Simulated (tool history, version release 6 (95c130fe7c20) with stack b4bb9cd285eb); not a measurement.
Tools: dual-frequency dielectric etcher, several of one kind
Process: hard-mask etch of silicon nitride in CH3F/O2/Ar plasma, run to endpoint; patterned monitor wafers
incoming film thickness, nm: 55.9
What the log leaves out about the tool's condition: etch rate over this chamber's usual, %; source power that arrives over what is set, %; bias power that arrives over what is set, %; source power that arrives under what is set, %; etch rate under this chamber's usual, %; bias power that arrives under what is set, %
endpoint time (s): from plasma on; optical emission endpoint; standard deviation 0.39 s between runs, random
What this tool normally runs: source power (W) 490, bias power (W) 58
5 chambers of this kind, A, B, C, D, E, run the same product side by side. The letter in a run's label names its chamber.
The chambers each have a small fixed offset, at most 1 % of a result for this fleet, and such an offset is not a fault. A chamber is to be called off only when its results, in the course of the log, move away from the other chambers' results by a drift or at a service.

run	hour	source power (W)	bias power (W)	hours since the last wet clean	hours since the last source power generator calibration	hours since the last bias power generator calibration	endpoint time (s)
1E	10.1	490	58	33.2	2786.2	338.7	80.670
2D	16.7	490	58	179.0	911.5	1151.7	79.815
3A	28.9	490	58	310.0	610.9	475.5	80.016
4C	41.8	490	58	472.9	1731.2	1922.2	80.421
# hour 44.8: chamber B: source power generator calibrated
5B	54.3	450	62	325.2	9.6	636.4	82.066
6B	65.7	450	62	336.6	21.0	647.8	82.425
7A	74.0	450	62	355.1	656.0	520.6	80.982
# hour 77.5: chamber C: wet clean of the chamber
8C	85.4	450	62	7.9	1774.8	1965.8	81.174
9D	94.0	450	62	256.3	988.8	1229.0	79.696
10E	104.9	490	58	128.0	2881.0	433.5	80.328
11A	114.5	420	53	395.6	696.5	561.1	87.342
12C	122.7	420	53	45.2	1812.1	2003.1	86.993
13D	133.2	420	53	295.5	1028.0	1268.2	87.551
14B	142.2	420	53	413.1	97.5	724.3	87.987
# hour 150.0: chamber B: wet clean of the chamber
15E	152.3	420	53	175.4	2928.4	480.9	87.568
16E	164.3	490	58	187.4	2940.4	492.9	79.757
17C	171.7	490	58	94.2	1861.1	2052.1	80.450
18D	181.0	490	58	343.3	1075.8	1316.0	79.534
19B	193.6	490	58	43.7	148.9	775.7	81.261
20A	204.0	490	58	485.1	786.0	650.6	79.243
21E	213.7	490	58	236.8	2989.8	542.3	80.440
22A	221.0	490	58	502.1	803.0	667.6	80.192
23D	234.2	490	58	396.5	1129.0	1369.2	79.470
24C	240.8	490	58	163.3	1930.2	2121.2	80.717
25B	249.1	490	58	99.2	204.4	831.2	80.622
26E	257.0	490	58	280.1	3033.1	585.6	80.535
# hour 260.6: chamber A: wet clean of the chamber
27B	265.3	490	58	115.4	220.6	847.4	80.948
# hour 267.2: chamber D: wet clean of the chamber
28C	275.1	600	50	197.6	1964.5	2155.5	77.564
29A	281.7	600	50	21.1	863.7	728.3	77.813
30D	291.8	600	50	24.7	1186.6	1426.8	77.585
31E	301.0	600	50	324.1	3077.1	629.6	77.174
32C	308.9	600	50	231.4	1998.3	2189.3	77.888
33D	316.0	490	58	48.9	1210.8	1451.0	79.835

Is one chamber out of step, is the gauge drifting, or do the chambers differ by no more than their own small offsets? For an off chamber, give its letter and the likeliest cause.

All chambers stay in line apart from their small fixed offsets, and the gauge does not drift.
